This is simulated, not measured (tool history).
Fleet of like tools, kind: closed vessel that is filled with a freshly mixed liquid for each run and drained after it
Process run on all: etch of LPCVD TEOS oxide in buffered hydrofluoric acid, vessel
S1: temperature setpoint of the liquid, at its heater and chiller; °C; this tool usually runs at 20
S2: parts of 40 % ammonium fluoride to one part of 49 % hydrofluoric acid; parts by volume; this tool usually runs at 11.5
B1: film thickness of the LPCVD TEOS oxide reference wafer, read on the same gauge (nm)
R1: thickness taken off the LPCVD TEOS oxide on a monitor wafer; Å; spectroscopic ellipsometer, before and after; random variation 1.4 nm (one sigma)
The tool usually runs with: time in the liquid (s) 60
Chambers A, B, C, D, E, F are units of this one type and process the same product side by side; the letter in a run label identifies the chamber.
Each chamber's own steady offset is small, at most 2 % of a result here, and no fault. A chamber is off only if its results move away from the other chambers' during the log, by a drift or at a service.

{"run": "1E", "hour": 3.2, "S1": 20, "S2": 11.5, "time in the liquid (s)": 60, "B1": 149.98, "R1": 2208.8}
{"run": "2D", "hour": 7.3, "S1": 20, "S2": 11.5, "time in the liquid (s)": 60, "B1": 150, "R1": 2222.6}
{"run": "3C", "hour": 10.6, "S1": 20, "S2": 11.5, "time in the liquid (s)": 60, "B1": 150.01, "R1": 2151.3}
{"run": "4B", "hour": 14.9, "S1": 20, "S2": 11.5, "time in the liquid (s)": 60, "B1": 149.98, "R1": 2197}
{"run": "5A", "hour": 18.0, "S1": 20, "S2": 11.5, "time in the liquid (s)": 60, "B1": 150, "R1": 2167.6}
{"run": "6F", "hour": 20.7, "S1": 20, "S2": 11.5, "time in the liquid (s)": 60, "B1": 150, "R1": 2208.4}
{"run": "7A", "hour": 25.6, "S1": 20, "S2": 11.5, "time in the liquid (s)": 60, "B1": 149.99, "R1": 2164.1}
{"run": "8D", "hour": 30.3, "S1": 20, "S2": 11.5, "time in the liquid (s)": 60, "B1": 150, "R1": 2208.4}
{"run": "9E", "hour": 33.0, "S1": 20, "S2": 11.5, "time in the liquid (s)": 60, "B1": 150.02, "R1": 2224.9}
{"run": "10F", "hour": 36.1, "S1": 20, "S2": 11.5, "time in the liquid (s)": 60, "B1": 149.99, "R1": 2213.7}
{"run": "11B", "hour": 40.8, "S1": 20, "S2": 11.5, "time in the liquid (s)": 60, "B1": 149.99, "R1": 2244.1}
{"run": "12C", "hour": 45.1, "S1": 20, "S2": 11.5, "time in the liquid (s)": 60, "B1": 149.99, "R1": 2185.2}
{"run": "13D", "hour": 50.3, "S1": 20, "S2": 11.5, "time in the liquid (s)": 60, "B1": 150, "R1": 2206.8}
{"run": "14B", "hour": 54.5, "S1": 20, "S2": 11.5, "time in the liquid (s)": 60, "B1": 150.01, "R1": 2234.5}
{"run": "15F", "hour": 58.1, "S1": 20, "S2": 11.5, "time in the liquid (s)": 60, "B1": 150.02, "R1": 2221.8}
{"run": "16A", "hour": 61.4, "S1": 20, "S2": 11.5, "time in the liquid (s)": 60, "B1": 149.97, "R1": 2207}
{"run": "17C", "hour": 64.8, "S1": 20, "S2": 11.5, "time in the liquid (s)": 60, "B1": 150.01, "R1": 2122.7}
{"run": "18E", "hour": 69.4, "S1": 20, "S2": 10, "time in the liquid (s)": 60, "B1": 150.01, "R1": 2550.5}
{"run": "19E", "hour": 73.5, "S1": 20, "S2": 10, "time in the liquid (s)": 60, "B1": 150, "R1": 2527}
{"run": "20C", "hour": 76.8, "S1": 20, "S2": 10, "time in the liquid (s)": 60, "B1": 150.01, "R1": 2456.8}
{"run": "21B", "hour": 80.3, "S1": 20, "S2": 10, "time in the liquid (s)": 60, "B1": 149.98, "R1": 2494.4}
{"run": "22F", "hour": 83.2, "S1": 20, "S2": 10, "time in the liquid (s)": 60, "B1": 150, "R1": 2525.5}
{"run": "23D", "hour": 87.2, "S1": 20, "S2": 10, "time in the liquid (s)": 60, "B1": 150.01, "R1": 2505.4}
{"run": "24A", "hour": 92.6, "S1": 20, "S2": 11.5, "time in the liquid (s)": 60, "B1": 150, "R1": 2181.5}
{"run": "25D", "hour": 96.4, "S1": 20, "S2": 11.5, "time in the liquid (s)": 60, "B1": 150.01, "R1": 2216.2}
{"run": "26F", "hour": 99.4, "S1": 20, "S2": 11.5, "time in the liquid (s)": 60, "B1": 150, "R1": 2211}
{"run": "27C", "hour": 103.9, "S1": 20, "S2": 11.5, "time in the liquid (s)": 60, "B1": 149.99, "R1": 2150.7}
{"run": "28A", "hour": 108.9, "S1": 20, "S2": 11.5, "time in the liquid (s)": 60, "B1": 149.99, "R1": 2201.1}
{"run": "29E", "hour": 113.0, "S1": 20, "S2": 11.5, "time in the liquid (s)": 60, "B1": 150, "R1": 2225.7}
{"run": "30B", "hour": 117.0, "S1": 20, "S2": 11.5, "time in the liquid (s)": 60, "B1": 149.98, "R1": 2211.8}
{"run": "31E", "hour": 121.1, "S1": 20, "S2": 13, "time in the liquid (s)": 35, "B1": 150, "R1": 1136.1}
{"run": "32C", "hour": 126.4, "S1": 20, "S2": 13, "time in the liquid (s)": 35, "B1": 150.01, "R1": 1095.7}
{"run": "33B", "hour": 130.0, "S1": 20, "S2": 13, "time in the liquid (s)": 35, "B1": 149.99, "R1": 1134.7}
{"run": "34A", "hour": 133.9, "S1": 20, "S2": 13, "time in the liquid (s)": 35, "B1": 150.02, "R1": 1142}
{"run": "35D", "hour": 138.1, "S1": 20, "S2": 13, "time in the liquid (s)": 35, "B1": 149.99, "R1": 1141.4}
{"run": "36F", "hour": 142.5, "S1": 20, "S2": 13, "time in the liquid (s)": 35, "B1": 150, "R1": 1147.1}
{"run": "37A", "hour": 146.0, "S1": 20, "S2": 11.5, "time in the liquid (s)": 60, "B1": 150.01, "R1": 2183.1}
{"run": "38E", "hour": 149.4, "S1": 20, "S2": 11.5, "time in the liquid (s)": 60, "B1": 150.01, "R1": 2214}
{"run": "39F", "hour": 152.2, "S1": 20, "S2": 11.5, "time in the liquid (s)": 60, "B1": 150.01, "R1": 2218.4}
{"run": "40C", "hour": 156.4, "S1": 20, "S2": 11.5, "time in the liquid (s)": 60, "B1": 149.99, "R1": 2078}
{"run": "41B", "hour": 160.0, "S1": 20, "S2": 11.5, "time in the liquid (s)": 60, "B1": 150.01, "R1": 2222.7}
{"run": "42D", "hour": 162.6, "S1": 20, "S2": 11.5, "time in the liquid (s)": 60, "B1": 149.99, "R1": 2235.3}
{"run": "43F", "hour": 168.0, "S1": 20, "S2": 11.5, "time in the liquid (s)": 60, "B1": 150.01, "R1": 2237.5}
{"run": "44B", "hour": 173.1, "S1": 20, "S2": 11.5, "time in the liquid (s)": 60, "B1": 150, "R1": 2216.6}

Each of the 6 chambers runs these same settings next. Fill in every chamber's results:
{"run": "45A", "hour": 177.0, "S1": 17, "S2": 11.5, "time in the liquid (s)": 60, "R1": "?"}
{"run": "45B", "hour": 177.0, "S1": 17, "S2": 11.5, "time in the liquid (s)": 60, "R1": "?"}
{"run": "45C", "hour": 177.0, "S1": 17, "S2": 11.5, "time in the liquid (s)": 60, "R1": "?"}
{"run": "45D", "hour": 177.0, "S1": 17, "S2": 11.5, "time in the liquid (s)": 60, "R1": "?"}
{"run": "45E", "hour": 177.0, "S1": 17, "S2": 11.5, "time in the liquid (s)": 60, "R1": "?"}
{"run": "45F", "hour": 177.0, "S1": 17, "S2": 11.5, "time in the liquid (s)": 60, "R1": "?"}

run=45A R1=1839.5
run=45B R1=1868.4
run=45C R1=1738.4
run=45D R1=1861.1
run=45E R1=1858.8
run=45F R1=1857.2
